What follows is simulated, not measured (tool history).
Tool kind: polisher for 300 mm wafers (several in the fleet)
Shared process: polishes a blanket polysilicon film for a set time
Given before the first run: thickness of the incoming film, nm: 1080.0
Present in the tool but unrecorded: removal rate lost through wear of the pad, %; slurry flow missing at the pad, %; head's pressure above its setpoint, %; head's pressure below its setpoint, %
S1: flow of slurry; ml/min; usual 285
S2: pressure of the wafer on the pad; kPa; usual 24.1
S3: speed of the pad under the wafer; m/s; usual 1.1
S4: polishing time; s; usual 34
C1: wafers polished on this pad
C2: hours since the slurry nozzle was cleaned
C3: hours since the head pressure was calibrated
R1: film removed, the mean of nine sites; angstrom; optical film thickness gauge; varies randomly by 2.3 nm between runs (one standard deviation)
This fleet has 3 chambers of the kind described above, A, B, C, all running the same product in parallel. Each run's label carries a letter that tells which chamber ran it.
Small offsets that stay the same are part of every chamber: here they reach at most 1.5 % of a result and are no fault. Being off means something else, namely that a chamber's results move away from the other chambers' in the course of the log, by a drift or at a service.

run	hour	S1	S2	S3	S4	C1	C2	C3	R1
1C	6.4	285	24.1	1.1	34	575	361.4	395.7	3738
2B	14.2	285	24.1	1.1	34	1149	180.4	165.7	3749.2
# hour 18.6: chamber C: worn pad replaced by a new one
3A	24.9	285	24.1	1.1	34	913	180.1	213.9	3759.9
# hour 27.2: chamber A: worn pad replaced by a new one
# hour 31.1: chamber B: worn pad replaced by a new one
4C	33.9	285	24.1	1.1	34	150	388.9	423.2	3745.8
5B	46.5	285	24.1	1.1	34	151	212.7	198	3751.7
6A	60.3	285	24.1	1.1	34	325	215.5	249.3	3765.4
7B	71.6	285	24.1	1.1	34	398	237.8	223.1	3786
8C	79.1	285	24.1	1.1	34	594	434.1	468.4	3733.8
# hour 86: chamber C: worn pad replaced by a new one
9A	92.8	285	24.1	1.1	34	645	248	281.8	3739.2
10C	106	285	24.1	0.76	34	196	461	495.3	2576.4
# hour 111.4: chamber A: worn pad replaced by a new one
11A	116.7	285	24.1	0.76	34	52	271.9	305.7	2597
12B	130.4	285	24.1	0.76	34	975	296.6	281.9	2570.9
13A	137.5	285	24.1	1.1	34	256	292.7	326.5	3787.7
14B	145.2	285	17.9	1.1	44	1121	311.4	296.7	3565.6
# hour 146.2: chamber C: worn pad replaced by a new one
15C	152.2	285	17.9	1.1	44	59	507.2	541.5	3508.3
# hour 156.4: chamber B: worn pad replaced by a new one
16C	163.1	285	17.9	1.1	44	166	518.1	552.4	3522.1
17A	169.9	285	24.1	1.1	34	575	325.1	358.9	3773.6
18B	177.6	285	24.1	1.1	34	208	343.8	329.1	3740.7
# hour 184: chamber A: slurry nozzle cleaned
# hour 186.2: chamber A: worn pad replaced by a new one
19C	187	285	24.1	1.1	34	401	542	576.3	3714.3
20A	197.5	285	24.1	1.1	34	111	13.5	386.5	3778.4
21B	207	285	24.1	1.1	34	497	373.2	358.5	3731.5
# hour 214.2: chamber C: worn pad replaced by a new one
22B	216.4	285	24.1	1.1	34	589	382.6	367.9	3759.8
23C	229.2	285	24.1	1.1	34	147	584.2	618.5	3600.7
24A	240	285	24.1	1.1	34	529	56	429	3807
25B	252.4	285	24.1	1.1	34	943	418.6	403.9	3766.1
26C	260.2	285	24.1	1.1	34	451	615.2	649.5	3607.3
# hour 261.5: chamber B: slurry nozzle cleaned
27A	273	285	24.1	1.1	34	853	89	462	3808.8
# hour 276.2: chamber B: worn pad replaced by a new one
# hour 276.6: chamber C: worn pad replaced by a new one
# hour 277.5: chamber A: worn pad replaced by a new one
28C	285.7	285	24.1	1.1	34	90	640.7	675	3620.1
29B	292.3	285	24.1	1.1	34	158	30.9	443.8	3747.8
30A	299.7	285	24.1	1.1	34	218	115.7	488.7	3747
31B	313.4	345	24.1	1.1	26	366	52	464.9	2888.5
# hour 317.4: chamber A: head pressure recalibrated
32C	325.1	345	24.1	1.1	26	477	680.1	714.4	2829.8
33A	338.8	345	24.1	1.1	26	602	154.8	21.5	2916.9

Read the log: is a single chamber off, either drifting away or since a service, is the gauge that measures every chamber drifting, or is nothing wrong beyond small per-chamber offsets? Name any odd chamber and what most likely caused it.

Chamber C drifts away from the others.
Likeliest cause: slurry flow missing at the pad, % = 34.3.
The log may not tell that from: head's pressure below its setpoint, %.

Chamber C could run next with any of the 4 candidate recipes listed below; each alters the usual settings, and their results appear as question marks. Which one brings its results back in line with what the other chambers deliver on the usual settings?
Maximum distance from the other chambers' mean on the usual settings for a result to count as in line: R1 82 angstrom
34C-1	349.1	290	24.1	1.22	34				?
34C-2	349.1	285	24.8	1.14	34				?
34C-3	349.1	285	22.8	1.1	34				?
34C-4	349.1	285	23.4	1.06	33				?

What the other chambers average on the usual settings: R1 3763.8 angstrom
run	R1
34C-1	3946.2
34C-2	3788.7
34C-3	3348.4
34C-4	3230
34C-2 is the one that brings the chamber's results back in line with the other chambers.

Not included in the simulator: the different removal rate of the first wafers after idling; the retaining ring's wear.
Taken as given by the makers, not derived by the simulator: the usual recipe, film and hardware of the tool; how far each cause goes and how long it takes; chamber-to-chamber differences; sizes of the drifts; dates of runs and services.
